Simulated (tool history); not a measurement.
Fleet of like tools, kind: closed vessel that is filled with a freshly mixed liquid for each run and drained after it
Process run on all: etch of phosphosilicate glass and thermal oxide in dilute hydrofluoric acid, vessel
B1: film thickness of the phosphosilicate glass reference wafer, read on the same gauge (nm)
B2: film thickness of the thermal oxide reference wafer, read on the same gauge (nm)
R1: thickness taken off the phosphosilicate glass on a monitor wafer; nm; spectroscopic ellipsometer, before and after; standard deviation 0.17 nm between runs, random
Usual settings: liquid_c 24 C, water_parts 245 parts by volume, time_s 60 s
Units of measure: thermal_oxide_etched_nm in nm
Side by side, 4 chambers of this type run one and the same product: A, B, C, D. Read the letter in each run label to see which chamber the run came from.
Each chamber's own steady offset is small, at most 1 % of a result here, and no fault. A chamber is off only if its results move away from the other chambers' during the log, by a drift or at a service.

Run 1A, day 0.454: usual settings; B1 59.988; B2 119.99. Result: R1 25.934 nm, thermal_oxide_etched_nm 0.9653 nm.
Run 2D, day 0.679: usual settings; B1 60; B2 120. Result: R1 25.605 nm, thermal_oxide_etched_nm 1.0094 nm.
Run 3C, day 1.138: usual settings; B1 59.957; B2 119.99. Result: R1 25.822 nm, thermal_oxide_etched_nm 0.95295 nm.
Run 4B, day 1.554: usual settings; B1 59.997; B2 119.98. Result: R1 25.923 nm, thermal_oxide_etched_nm 0.99104 nm.
Run 5D, day 1.838: usual settings; B1 60.03; B2 120. Result: R1 25.975 nm, thermal_oxide_etched_nm 0.93132 nm.
Run 6A, day 2.225: usual settings; B1 60.009; B2 120.02. Result: R1 25.61 nm, thermal_oxide_etched_nm 0.98013 nm.
Run 7C, day 2.675: usual settings; B1 60.028; B2 120. Result: R1 26.315 nm, thermal_oxide_etched_nm 0.94325 nm.
Run 8B, day 3.079: usual settings but liquid_c 22 C, water_parts 300 parts by volume; B1 60.004; B2 120. Result: R1 18.483 nm, thermal_oxide_etched_nm 0.70668 nm.
Run 9D, day 3.458: usual settings but liquid_c 22 C, water_parts 300 parts by volume; B1 60.019; B2 119.99. Result: R1 18.829 nm, thermal_oxide_etched_nm 0.6885 nm.
Run 10C, day 3.804: usual settings but liquid_c 22 C, water_parts 300 parts by volume; B1 59.978; B2 119.99. Result: R1 18.742 nm, thermal_oxide_etched_nm 0.70205 nm.
Run 11B, day 4.167: usual settings but liquid_c 22 C, water_parts 300 parts by volume; B1 59.993; B2 119.99. Result: R1 18.508 nm, thermal_oxide_etched_nm 0.67536 nm.
Run 12A, day 4.412: usual settings but liquid_c 20.5 C, water_parts 180 parts by volume; B1 59.985; B2 120.03. Result: R1 32.986 nm, thermal_oxide_etched_nm 1.2396 nm.
Run 13B, day 4.717: usual settings but liquid_c 20.5 C, water_parts 180 parts by volume; B1 60.025; B2 119.97. Result: R1 33.272 nm, thermal_oxide_etched_nm 1.2683 nm.
At day 4.938: chamber C: hydrofluoric acid flow meter replaced.
Run 14D, day 5.175: usual settings but liquid_c 20.5 C, water_parts 180 parts by volume; B1 59.961; B2 120. Result: R1 33.423 nm, thermal_oxide_etched_nm 1.2301 nm.
Run 15A, day 5.429: usual settings but liquid_c 20.5 C, water_parts 180 parts by volume; B1 60.011; B2 120.02. Result: R1 32.405 nm, thermal_oxide_etched_nm 1.198 nm.
Run 16C, day 5.875: usual settings; B1 59.974; B2 120. Result: R1 25.749 nm, thermal_oxide_etched_nm 0.93897 nm.
Run 17B, day 6.317: usual settings; B1 60.021; B2 120.01. Result: R1 25.866 nm, thermal_oxide_etched_nm 0.97158 nm.
Run 18A, day 6.608: usual settings; B1 59.98; B2 119.98. Result: R1 25.703 nm, thermal_oxide_etched_nm 0.96799 nm.
Run 19D, day 6.988: usual settings; B1 60.01; B2 120. Result: R1 26.262 nm, thermal_oxide_etched_nm 0.96931 nm.
Run 20C, day 7.212: usual settings; B1 59.99; B2 120.01. Result: R1 25.927 nm, thermal_oxide_etched_nm 0.9906 nm.
Run 21B, day 7.446: usual settings; B1 60; B2 119.99. Result: R1 25.591 nm, thermal_oxide_etched_nm 0.98136 nm.
Run 22C, day 7.9: usual settings; B1 59.998; B2 120.01. Result: R1 26.183 nm, thermal_oxide_etched_nm 0.94214 nm.
Run 23A, day 8.242: usual settings; B1 59.959; B2 119.98. Result: R1 25.633 nm, thermal_oxide_etched_nm 0.93337 nm.
Run 24D, day 8.554: usual settings; B1 59.982; B2 120.01. Result: R1 26.13 nm, thermal_oxide_etched_nm 0.94178 nm.
Run 25C, day 8.979: usual settings; B1 60.004; B2 120.02. Result: R1 25.748 nm, thermal_oxide_etched_nm 0.96688 nm.
Run 26B, day 9.367: usual settings; B1 59.98; B2 120.01. Result: R1 25.643 nm, thermal_oxide_etched_nm 0.93822 nm.
Run 27D, day 9.654: usual settings; B1 59.995; B2 119.98. Result: R1 26.381 nm, thermal_oxide_etched_nm 0.95038 nm.
Run 28A, day 10.096: usual settings; B1 59.988; B2 120. Result: R1 25.653 nm, thermal_oxide_etched_nm 0.9488 nm.
Run 29A, day 10.442: usual settings; B1 59.997; B2 119.96. Result: R1 25.567 nm, thermal_oxide_etched_nm 0.93404 nm.
Run 30D, day 10.654: usual settings; B1 60.008; B2 119.99. Result: R1 26.504 nm, thermal_oxide_etched_nm 0.97878 nm.
Run 31B, day 10.862: usual settings; B1 60.031; B2 120.02. Result: R1 25.814 nm, thermal_oxide_etched_nm 0.99832 nm.
Run 32C, day 11.15: usual settings; B1 59.992; B2 120. Result: R1 25.985 nm, thermal_oxide_etched_nm 0.93963 nm.
Run 33D, day 11.383: usual settings; B1 59.999; B2 120.01. Result: R1 25.995 nm, thermal_oxide_etched_nm 0.96011 nm.
Run 34C, day 11.629: usual settings; B1 60.013; B2 119.99. Result: R1 26.101 nm, thermal_oxide_etched_nm 0.97183 nm.
Run 35B, day 11.862: usual settings; B1 60.005; B2 120.04. Result: R1 25.851 nm, thermal_oxide_etched_nm 0.99392 nm.
Run 36A, day 12.312: usual settings; B1 60.001; B2 119.98. Result: R1 25.89 nm, thermal_oxide_etched_nm 0.97885 nm.
Run 37C, day 12.538: usual settings but water_parts 145 parts by volume, time_s 80 s; B1 60; B2 119.99. Result: R1 65.024 nm, thermal_oxide_etched_nm 2.4422 nm.

For the next run the whole fleet of 4 chambers uses the same settings. Give each chamber's results:
Run 38A, day 12.867: usual settings. Result: R1 ?, thermal_oxide_etched_nm ?.
Run 38B, day 12.867: usual settings. Result: R1 ?, thermal_oxide_etched_nm ?.
Run 38C, day 12.867: usual settings. Result: R1 ?, thermal_oxide_etched_nm ?.
Run 38D, day 12.867: usual settings. Result: R1 ?, thermal_oxide_etched_nm ?.

run      R1  thermal_oxide_etched_nm
38A  25.786                  0.93441
38B  25.795                   1.0001
38C  26.097                  0.92565
38D   26.15                  0.91029
